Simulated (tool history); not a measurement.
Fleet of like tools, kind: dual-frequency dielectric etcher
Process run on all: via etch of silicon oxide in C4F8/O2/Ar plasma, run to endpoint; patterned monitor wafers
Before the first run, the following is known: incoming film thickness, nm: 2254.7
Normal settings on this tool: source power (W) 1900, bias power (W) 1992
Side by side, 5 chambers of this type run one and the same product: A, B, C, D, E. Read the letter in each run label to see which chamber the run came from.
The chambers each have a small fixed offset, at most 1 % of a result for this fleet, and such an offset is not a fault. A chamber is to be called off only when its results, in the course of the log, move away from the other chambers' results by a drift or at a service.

{"run": "1E", "hour": 10.4, "source power (W)": 1900, "bias power (W)": 1992, "endpoint time (s)": 454.09}
{"run": "2D", "hour": 20.8, "source power (W)": 1900, "bias power (W)": 1992, "endpoint time (s)": 458.4}
{"run": "3A", "hour": 29.2, "source power (W)": 1900, "bias power (W)": 1992, "endpoint time (s)": 450.59}
{"run": "4B", "hour": 38.5, "source power (W)": 1900, "bias power (W)": 1992, "endpoint time (s)": 456.94}
{"run": "5C", "hour": 50.6, "source power (W)": 1900, "bias power (W)": 1792, "endpoint time (s)": 471.83}
{"run": "6A", "hour": 60.3, "source power (W)": 1900, "bias power (W)": 1792, "endpoint time (s)": 465.01}
{"run": "7E", "hour": 72.2, "source power (W)": 1900, "bias power (W)": 1792, "endpoint time (s)": 464.96}
{"run": "8B", "hour": 83.7, "source power (W)": 1900, "bias power (W)": 1792, "endpoint time (s)": 469.61}
{"run": "9D", "hour": 90.1, "source power (W)": 1900, "bias power (W)": 1792, "endpoint time (s)": 469.94}
{"run": "10C", "hour": 96.4, "source power (W)": 1900, "bias power (W)": 1992, "endpoint time (s)": 455.8}
{"run": "11B", "hour": 102.6, "source power (W)": 1900, "bias power (W)": 1992, "endpoint time (s)": 457.9}
{"run": "12E", "hour": 114.9, "source power (W)": 1900, "bias power (W)": 1992, "endpoint time (s)": 450.77}
{"run": "13C", "hour": 124.3, "source power (W)": 1900, "bias power (W)": 1992, "endpoint time (s)": 455.07}
{"run": "14A", "hour": 134.3, "source power (W)": 1900, "bias power (W)": 1992, "endpoint time (s)": 451.1}
{"run": "15D", "hour": 143.9, "source power (W)": 1900, "bias power (W)": 1992, "endpoint time (s)": 454.75}
{"run": "16B", "hour": 156.5, "source power (W)": 1900, "bias power (W)": 1992, "endpoint time (s)": 456.42}
{"run": "17A", "hour": 169.4, "source power (W)": 1900, "bias power (W)": 1992, "endpoint time (s)": 450.07}
{"run": "18E", "hour": 181.1, "source power (W)": 1900, "bias power (W)": 1992, "endpoint time (s)": 450.21}
{"run": "19D", "hour": 187.7, "source power (W)": 1900, "bias power (W)": 2369, "endpoint time (s)": 428.03}
{"run": "20C", "hour": 193.9, "source power (W)": 1900, "bias power (W)": 2369, "endpoint time (s)": 435.7}
{"hour": 197.4, "done": "chamber C: wet clean of the chamber"}
{"run": "21C", "hour": 207.5, "source power (W)": 1900, "bias power (W)": 2369, "endpoint time (s)": 434.61}
{"run": "22B", "hour": 214.8, "source power (W)": 1900, "bias power (W)": 2369, "endpoint time (s)": 434.69}
{"run": "23E", "hour": 224.5, "source power (W)": 1900, "bias power (W)": 2369, "endpoint time (s)": 430.88}
{"run": "24A", "hour": 237.6, "source power (W)": 1900, "bias power (W)": 1992, "endpoint time (s)": 449.63}
{"hour": 244.3, "done": "chamber E: source power generator calibrated"}
{"run": "25D", "hour": 249.9, "source power (W)": 1440, "bias power (W)": 1522, "endpoint time (s)": 538.54}
{"run": "26A", "hour": 260.7, "source power (W)": 1440, "bias power (W)": 1522, "endpoint time (s)": 544.7}
{"run": "27C", "hour": 271.2, "source power (W)": 1440, "bias power (W)": 1522, "endpoint time (s)": 553.05}
{"run": "28B", "hour": 283.3, "source power (W)": 1440, "bias power (W)": 1522, "endpoint time (s)": 548.7}
{"run": "29D", "hour": 291.6, "source power (W)": 1440, "bias power (W)": 1522, "endpoint time (s)": 535.88}
{"run": "30E", "hour": 302.8, "source power (W)": 1900, "bias power (W)": 1992, "endpoint time (s)": 453.99}
{"hour": 311.3, "done": "chamber B: wet clean of the chamber"}
{"run": "31C", "hour": 311.3, "source power (W)": 1900, "bias power (W)": 1992, "endpoint time (s)": 457.81}
{"run": "32E", "hour": 324.1, "source power (W)": 1900, "bias power (W)": 1992, "endpoint time (s)": 454.96}
{"run": "33A", "hour": 332.5, "source power (W)": 1900, "bias power (W)": 1992, "endpoint time (s)": 451.28}
{"run": "34B", "hour": 345.8, "source power (W)": 1730, "bias power (W)": 1992, "endpoint time (s)": 474.47}
{"run": "35D", "hour": 355.6, "source power (W)": 1730, "bias power (W)": 1992, "endpoint time (s)": 460.64}
{"run": "36C", "hour": 369.3, "source power (W)": 1730, "bias power (W)": 1992, "endpoint time (s)": 477.37}
{"run": "37D", "hour": 377.2, "source power (W)": 1730, "bias power (W)": 1992, "endpoint time (s)": 461.68}
{"run": "38B", "hour": 389.2, "source power (W)": 1730, "bias power (W)": 1992, "endpoint time (s)": 472.11}
{"hour": 390.2, "done": "chamber E: wet clean of the chamber"}
{"run": "39A", "hour": 401.7, "source power (W)": 1900, "bias power (W)": 1992, "endpoint time (s)": 451.32}
{"run": "40E", "hour": 411.5, "source power (W)": 1900, "bias power (W)": 1992, "endpoint time (s)": 452.12}

Next, every chamber runs the same settings. What will each give?
{"run": "41A", "hour": 421.5, "source power (W)": 2260, "bias power (W)": 1992, "endpoint time (s)": "?"}
{"run": "41B", "hour": 421.5, "source power (W)": 2260, "bias power (W)": 1992, "endpoint time (s)": "?"}
{"run": "41C", "hour": 421.5, "source power (W)": 2260, "bias power (W)": 1992, "endpoint time (s)": "?"}
{"run": "41D", "hour": 421.5, "source power (W)": 2260, "bias power (W)": 1992, "endpoint time (s)": "?"}
{"run": "41E", "hour": 421.5, "source power (W)": 2260, "bias power (W)": 1992, "endpoint time (s)": "?"}

run=41A endpoint_time_(s)=421.27
run=41B endpoint_time_(s)=425.98
run=41C endpoint_time_(s)=428.76
run=41D endpoint_time_(s)=412.82
run=41E endpoint_time_(s)=424.25

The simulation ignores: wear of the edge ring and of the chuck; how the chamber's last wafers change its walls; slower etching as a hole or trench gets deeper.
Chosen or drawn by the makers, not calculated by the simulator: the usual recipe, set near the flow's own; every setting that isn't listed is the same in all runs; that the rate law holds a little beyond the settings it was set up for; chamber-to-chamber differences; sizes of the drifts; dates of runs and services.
